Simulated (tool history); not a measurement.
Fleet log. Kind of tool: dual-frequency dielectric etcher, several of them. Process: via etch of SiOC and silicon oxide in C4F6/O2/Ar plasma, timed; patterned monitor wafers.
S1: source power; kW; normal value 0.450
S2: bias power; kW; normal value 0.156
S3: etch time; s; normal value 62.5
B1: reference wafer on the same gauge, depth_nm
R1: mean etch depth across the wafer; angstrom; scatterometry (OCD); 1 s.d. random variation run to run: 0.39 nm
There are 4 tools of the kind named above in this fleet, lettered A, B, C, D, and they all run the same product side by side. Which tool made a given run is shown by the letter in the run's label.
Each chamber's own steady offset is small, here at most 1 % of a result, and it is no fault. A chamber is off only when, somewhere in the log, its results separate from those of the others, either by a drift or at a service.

run	hour	S1	S2	S3	B1	R1
1A	10.2	0.450	0.156	62.5	71.994	713.16
2B	23.4	0.450	0.156	62.5	71.861	715.80
3D	39.6	0.450	0.156	62.5	71.980	693.15
4C	47.3	0.450	0.156	62.5	71.899	709.94
5C	55.5	0.450	0.156	62.5	71.836	704.53
6A	67.4	0.450	0.156	62.5	71.779	710.15
# hour 68.0: chamber D: wet clean of the chamber
7D	78.5	0.380	0.156	62.5	71.879	651.48
8B	94.1	0.380	0.156	62.5	72.014	666.31
9A	108.2	0.380	0.156	62.5	71.930	660.05
10D	118.1	0.380	0.156	62.5	71.853	656.46
11B	134.5	0.450	0.156	62.5	71.975	715.85
12C	142.2	0.450	0.156	62.5	71.971	701.40
13C	153.3	0.450	0.156	62.5	71.874	713.60
14D	166.4	0.450	0.156	62.5	71.881	698.24
15A	180.6	0.450	0.156	62.5	71.817	709.66
16B	189.2	0.450	0.128	76.5	71.773	822.01
# hour 193.2: chamber B: wet clean of the chamber
17D	201.1	0.450	0.128	76.5	71.876	821.11
18B	215.5	0.450	0.128	76.5	71.922	815.80
19C	228.3	0.450	0.128	76.5	71.853	806.21
20A	239.1	0.450	0.156	62.5	71.829	707.43
# hour 251.3: chamber A: source power generator calibrated
21C	254.0	0.450	0.156	62.5	71.965	701.96
22D	269.8	0.450	0.156	62.5	71.972	700.21
23B	277.9	0.450	0.156	62.5	71.901	723.36
24A	285.8	0.450	0.156	62.5	71.876	706.49
25C	300.1	0.450	0.156	62.5	71.948	707.19
26B	315.3	0.380	0.156	62.5	71.838	659.73
27D	329.9	0.380	0.156	62.5	71.875	658.42
28A	341.4	0.380	0.156	62.5	71.964	663.78
29B	357.2	0.380	0.156	62.5	72.029	670.65
30A	367.7	0.450	0.156	62.5	71.989	704.06
31C	382.2	0.450	0.156	62.5	71.915	703.57
32D	394.8	0.450	0.156	62.5	71.820	696.62
# hour 405.7: chamber D: wet clean of the chamber
33D	407.4	0.450	0.156	62.5	71.883	696.16

Read the log: is a single chamber off, either drifting away or since a service, is the gauge that measures every chamber drifting, or is nothing wrong beyond small per-chamber offsets? Name any odd chamber and what most likely caused it.

Nothing is wrong: each chamber keeps only its own small, steady offset and the gauge holds still.

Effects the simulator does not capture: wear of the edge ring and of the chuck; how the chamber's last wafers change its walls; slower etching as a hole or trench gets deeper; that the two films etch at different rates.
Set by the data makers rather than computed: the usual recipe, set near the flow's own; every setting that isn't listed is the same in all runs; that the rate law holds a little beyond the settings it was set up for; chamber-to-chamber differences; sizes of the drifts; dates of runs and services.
